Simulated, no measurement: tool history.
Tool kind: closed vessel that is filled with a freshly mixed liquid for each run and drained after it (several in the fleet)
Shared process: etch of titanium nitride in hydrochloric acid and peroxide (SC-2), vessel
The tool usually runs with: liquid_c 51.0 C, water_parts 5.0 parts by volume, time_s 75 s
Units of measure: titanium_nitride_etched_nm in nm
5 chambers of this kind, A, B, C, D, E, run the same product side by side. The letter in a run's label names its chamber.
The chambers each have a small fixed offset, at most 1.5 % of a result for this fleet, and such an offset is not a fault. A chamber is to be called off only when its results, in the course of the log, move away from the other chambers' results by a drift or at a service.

| run | hour | liquid_c | water_parts | time_s | read-back film thickness of the titanium nitride reference wafer, read on the same gauge (nm) | titanium_nitride_etched_nm |
|---|---|---|---|---|---|---|
| 1E | 13.6 | 51.0 | 5.0 | 75 | 109.97 | 5.1494 |
| 2A | 24.8 | 51.0 | 5.0 | 75 | 109.99 | 5.1545 |
| 3B | 33.4 | 51.0 | 5.0 | 75 | 109.99 | 5.1756 |
| 4D | 45.3 | 51.0 | 5.0 | 75 | 110.00 | 5.1231 |
|  | 45.7 | chamber A: chemicals flow meter replaced |
| 5C | 57.3 | 51.0 | 5.0 | 75 | 110.01 | 5.1195 |
|  | 63.5 | chamber E: new drum of peroxide connected |
| 6E | 66.6 | 51.0 | 5.0 | 75 | 109.99 | 5.1317 |
| 7D | 77.6 | 51.0 | 5.0 | 75 | 110.00 | 5.1833 |
| 8B | 87.1 | 51.0 | 5.0 | 75 | 110.02 | 5.1649 |
| 9A | 94.7 | 51.0 | 5.0 | 75 | 109.98 | 5.1295 |
| 10C | 107.1 | 51.0 | 5.0 | 75 | 110.01 | 5.1346 |
|  | 119.8 | chamber B: new drum of peroxide connected |
| 11D | 121.4 | 51.0 | 7.5 | 75 | 110.00 | 3.7866 |
| 12C | 134.3 | 51.0 | 7.5 | 75 | 110.01 | 3.7506 |
| 13B | 142.9 | 51.0 | 7.5 | 75 | 109.99 | 3.8223 |
| 14A | 154.6 | 51.0 | 7.5 | 75 | 110.00 | 3.7883 |
| 15E | 165.1 | 51.0 | 7.5 | 75 | 109.96 | 3.7749 |
| 16B | 178.3 | 51.0 | 5.0 | 75 | 109.99 | 5.2151 |
| 17E | 187.8 | 51.0 | 5.0 | 75 | 110.02 | 5.1427 |
| 18D | 194.9 | 51.0 | 5.0 | 75 | 110.01 | 5.1405 |
| 19C | 202.7 | 51.0 | 5.0 | 75 | 110.03 | 5.1598 |
| 20A | 217.0 | 51.0 | 5.0 | 75 | 109.99 | 5.1337 |
| 21C | 225.3 | 51.0 | 5.0 | 75 | 110.01 | 5.1513 |
| 22B | 235.4 | 51.0 | 5.0 | 75 | 109.99 | 5.1471 |
| 23A | 248.5 | 51.0 | 5.0 | 75 | 110.02 | 5.1456 |
| 24D | 259.4 | 51.0 | 5.0 | 75 | 110.03 | 5.1552 |
|  | 261.1 | chamber C: new drum of peroxide connected |
| 25E | 274.0 | 51.0 | 5.5 | 75 | 109.99 | 4.7801 |
| 26C | 287.4 | 51.0 | 5.5 | 75 | 110.02 | 4.7871 |
| 27E | 297.5 | 51.0 | 5.5 | 75 | 109.97 | 4.8192 |
| 28A | 306.1 | 51.0 | 5.5 | 75 | 110.01 | 4.7801 |
| 29D | 318.7 | 51.0 | 5.5 | 75 | 110.03 | 4.8060 |
|  | 327.2 | chamber D: chemicals flow meter replaced |
| 30B | 327.7 | 51.0 | 5.0 | 75 | 110.03 | 5.1496 |
| 31E | 338.7 | 51.0 | 5.0 | 75 | 109.99 | 5.1920 |
| 32B | 349.7 | 51.0 | 5.0 | 75 | 110.01 | 5.2224 |
|  | 352.5 | chamber A: thermometer replaced |
| 33A | 362.8 | 51.0 | 5.0 | 75 | 110.01 | 5.1519 |
| 34D | 370.9 | 51.0 | 5.0 | 75 | 110.01 | 5.1351 |
| 35C | 384.8 | 46.0 | 6.5 | 75 | 109.99 | 3.0299 |

For the next run the whole fleet of 5 chambers uses the same settings. Give each chamber's results:
| 36A | 395.3 | 57.5 | 5.0 | 75 |  | ? |
| 36B | 395.3 | 57.5 | 5.0 | 75 |  | ? |
| 36C | 395.3 | 57.5 | 5.0 | 75 |  | ? |
| 36D | 395.3 | 57.5 | 5.0 | 75 |  | ? |
| 36E | 395.3 | 57.5 | 5.0 | 75 |  | ? |

| run | titanium_nitride_etched_nm |
|---|---|
| 36A | 7.8086 |
| 36B | 7.8734 |
| 36C | 7.7954 |
| 36D | 7.9787 |
| 36E | 7.8862 |

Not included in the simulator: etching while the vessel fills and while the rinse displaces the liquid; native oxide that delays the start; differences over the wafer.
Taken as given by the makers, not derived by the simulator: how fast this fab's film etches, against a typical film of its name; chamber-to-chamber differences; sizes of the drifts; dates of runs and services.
